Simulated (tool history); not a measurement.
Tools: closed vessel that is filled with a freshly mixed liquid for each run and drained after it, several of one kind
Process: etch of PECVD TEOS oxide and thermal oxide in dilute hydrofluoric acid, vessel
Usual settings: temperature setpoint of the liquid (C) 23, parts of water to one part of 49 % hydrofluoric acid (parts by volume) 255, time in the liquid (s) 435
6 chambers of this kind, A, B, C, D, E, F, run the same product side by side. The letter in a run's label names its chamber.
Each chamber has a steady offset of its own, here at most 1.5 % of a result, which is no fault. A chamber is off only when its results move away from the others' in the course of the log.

run   hour  temperature setpoint of the liquid (C)  parts of water to one part of 49 % hydrofluoric acid (parts by volume)  time in the liquid (s)  hours since the thermometer was replaced  hours since the hydrofluoric acid flow meter was replaced  read-back film thickness of the PECVD TEOS oxide reference wafer, read on the same gauge (nm)  read-back film thickness of the thermal oxide reference wafer, read on the same gauge (nm)  thickness taken off the PECVD TEOS oxide on a monitor wafer (angstrom)  thickness taken off the thermal oxide on a monitor wafer (angstrom)
 1B    4.4                                      23                                                                     255                     435                                       339                                                      163.4                                                                                         140.01                                                                                      110.02                                                                  310.85                                                               64.604
 2F    8.9                                      23                                                                     255                     435                                       548                                                       31.2                                                                                         139.98                                                                                      109.96                                                                  309.21                                                               64.608
 3D   16.4                                      23                                                                     255                     435                                    1595.2                                                     1053.2                                                                                         140.01                                                                                      110.01                                                                  304.92                                                               64.009
 4C   21.4                                      23                                                                     255                     435                                     281.2                                                      495.8                                                                                         139.97                                                                                      109.98                                                                  310.08                                                               64.652
 5A   29.3                                      23                                                                     255                     435                                     435.3                                                     1143.3                                                                                         139.97                                                                                      110.01                                                                  314.12                                                                 64.1
 6E   36.3                                      23                                                                     255                     435                                     747.1                                                      695.7                                                                                         140.02                                                                                      110.01                                                                  306.07                                                               65.228
 7A   41.4                                      23                                                                     255                     435                                     447.4                                                     1155.4                                                                                         139.98                                                                                      110.03                                                                  310.39                                                               64.286
 8F   46.9                                      23                                                                     255                     435                                       586                                                       69.2                                                                                         140.01                                                                                      109.97                                                                  308.17                                                               63.933
 9E   53.4                                      23                                                                     255                     435                                     764.2                                                      712.8                                                                                         140.01                                                                                         110                                                                  305.88                                                                 64.3
10C   61.1                                      23                                                                     255                     435                                     320.9                                                      535.5                                                                                         139.98                                                                                         110                                                                   309.4                                                               65.435
11B   65.4                                      23                                                                     255                     435                                       400                                                      224.4                                                                                         139.98                                                                                      110.03                                                                  307.11                                                               64.456
12D   69.4                                      23                                                                     255                     435                                    1648.2                                                     1106.2                                                                                            140                                                                                      110.05                                                                  311.21                                                               63.916
13D   74.2                                      23                                                                     190                     435                                      1653                                                       1111                                                                                         140.01                                                                                      110.01                                                                  442.87                                                               90.143
14A   78.6                                      23                                                                     190                     435                                     484.6                                                     1192.6                                                                                         140.02                                                                                      110.02                                                                  446.94                                                               91.601
15B   83.4                                      23                                                                     190                     435                                       418                                                      242.4                                                                                         139.97                                                                                      109.98                                                                   438.9                                                               92.243
16C   89.3                                      23                                                                     190                     435                                     349.1                                                      563.7                                                                                         139.97                                                                                      109.98                                                                  453.05                                                               94.781
17F   96.9                                      23                                                                     190                     435                                       636                                                      119.2                                                                                            140                                                                                      110.02                                                                  444.28                                                               92.743
       100  -- chamber E: hydrofluoric acid flow meter replaced
18E  102.6                                      23                                                                     190                     435                                     813.4                                                        2.6                                                                                         139.97                                                                                      109.99                                                                  445.23                                                               92.637
19A  107.5                                      23                                                                     255                     435                                     513.5                                                     1221.5                                                                                         139.99                                                                                      109.97                                                                  311.02                                                               64.396
20F  114.4                                      23                                                                     255                     435                                     653.5                                                      136.7                                                                                         139.95                                                                                         110                                                                  308.45                                                               64.657
21E  120.8                                      23                                                                     255                     435                                     831.6                                                       20.8                                                                                         140.02                                                                                      110.02                                                                  312.71                                                               65.699
22B  126.8                                      23                                                                     255                     435                                     461.4                                                      285.8                                                                                         140.02                                                                                      109.99                                                                  311.99                                                               64.687
23C  130.7                                      23                                                                     255                     435                                     390.5                                                      605.1                                                                                         140.02                                                                                      110.03                                                                  322.77                                                               66.905
24D  137.6                                      23                                                                     255                     435                                    1716.4                                                     1174.4                                                                                         139.97                                                                                      110.01                                                                  306.59                                                               64.275
25A  145.2                                      23                                                                     255                     435                                     551.2                                                     1259.2                                                                                         140.02                                                                                      109.99                                                                  308.54                                                               63.896
26D  148.7                                      23                                                                     255                     435                                    1727.5                                                     1185.5                                                                                         139.98                                                                                      110.01                                                                  310.68                                                               64.297
27B  153.8                                      23                                                                     255                     435                                     488.4                                                      312.8                                                                                         139.99                                                                                         110                                                                  310.39                                                                64.73
28C  157.4                                      23                                                                     255                     435                                     417.2                                                      631.8                                                                                         140.01                                                                                      110.02                                                                  323.68                                                               67.565
29F    161                                      23                                                                     255                     435                                     700.1                                                      183.3                                                                                            140                                                                                         110                                                                  310.07                                                               64.901
30E  166.2                                      23                                                                     255                     435                                       877                                                       66.2                                                                                            140                                                                                      109.98                                                                   309.6                                                               64.601
31D  169.9                                      23                                                                     255                     435                                    1748.7                                                     1206.7                                                                                            140                                                                                      110.04                                                                  310.53                                                               64.547
32E  176.2                                      23                                                                     255                     435                                       887                                                       76.2                                                                                         139.99                                                                                      109.98                                                                   310.3                                                               64.716
33B  182.8                                      23                                                                     255                     435                                     517.4                                                      341.8                                                                                         139.98                                                                                      110.02                                                                  307.71                                                               64.702
34A  190.5                                      23                                                                     255                     435                                     596.5                                                     1304.5                                                                                         139.97                                                                                      110.03                                                                  310.25                                                               64.416
35F  194.9                                      23                                                                     255                     435                                       734                                                      217.2                                                                                         139.95                                                                                      110.02                                                                  311.82                                                               64.102
36C  202.1                                      23                                                                     140                     435                                     461.9                                                      676.5                                                                                         140.02                                                                                      109.97                                                                  681.61                                                               141.99
37B  205.7                                      23                                                                     140                     435                                     540.3                                                      364.7                                                                                         139.99                                                                                         110                                                                  637.34                                                               129.66
38F  210.8                                      23                                                                     140                     435                                     749.9                                                      233.1                                                                                         139.98                                                                                      110.01                                                                  633.07                                                               131.72
39C  218.6                                      23                                                                     140                     435                                     478.4                                                        693                                                                                         140.01                                                                                         110                                                                  670.06                                                               142.86
40A  226.4                                      23                                                                     140                     435                                     632.4                                                     1340.4                                                                                         140.03                                                                                      110.01                                                                   634.4                                                               130.22
41D  230.8                                      23                                                                     140                     435                                    1809.6                                                     1267.6                                                                                         139.99                                                                                         110                                                                  629.15                                                               128.61

Next, every chamber runs the same settings. What will each give?
42A  236.4                                      23                                                                     255                     435                                                                                                                                                                                                                                                                                                                                                                       ?                                                                    ?
42B  236.4                                      23                                                                     255                     435                                                                                                                                                                                                                                                                                                                                                                       ?                                                                    ?
42C  236.4                                      23                                                                     255                     435                                                                                                                                                                                                                                                                                                                                                                       ?                                                                    ?
42D  236.4                                      23                                                                     255                     435                                                                                                                                                                                                                                                                                                                                                                       ?                                                                    ?
42E  236.4                                      23                                                                     255                     435                                                                                                                                                                                                                                                                                                                                                                       ?                                                                    ?
42F  236.4                                      23                                                                     255                     435                                                                                                                                                                                                                                                                                                                                                                       ?                                                                    ?

run  thickness taken off the PECVD TEOS oxide on a monitor wafer (angstrom)  thickness taken off the thermal oxide on a monitor wafer (angstrom)
42A                                                                  309.92                                                               64.114
42B                                                                  312.02                                                               65.071
42C                                                                  336.84                                                                69.89
42D                                                                  305.04                                                                63.82
42E                                                                  307.06                                                               64.268
42F                                                                  313.27                                                               64.563
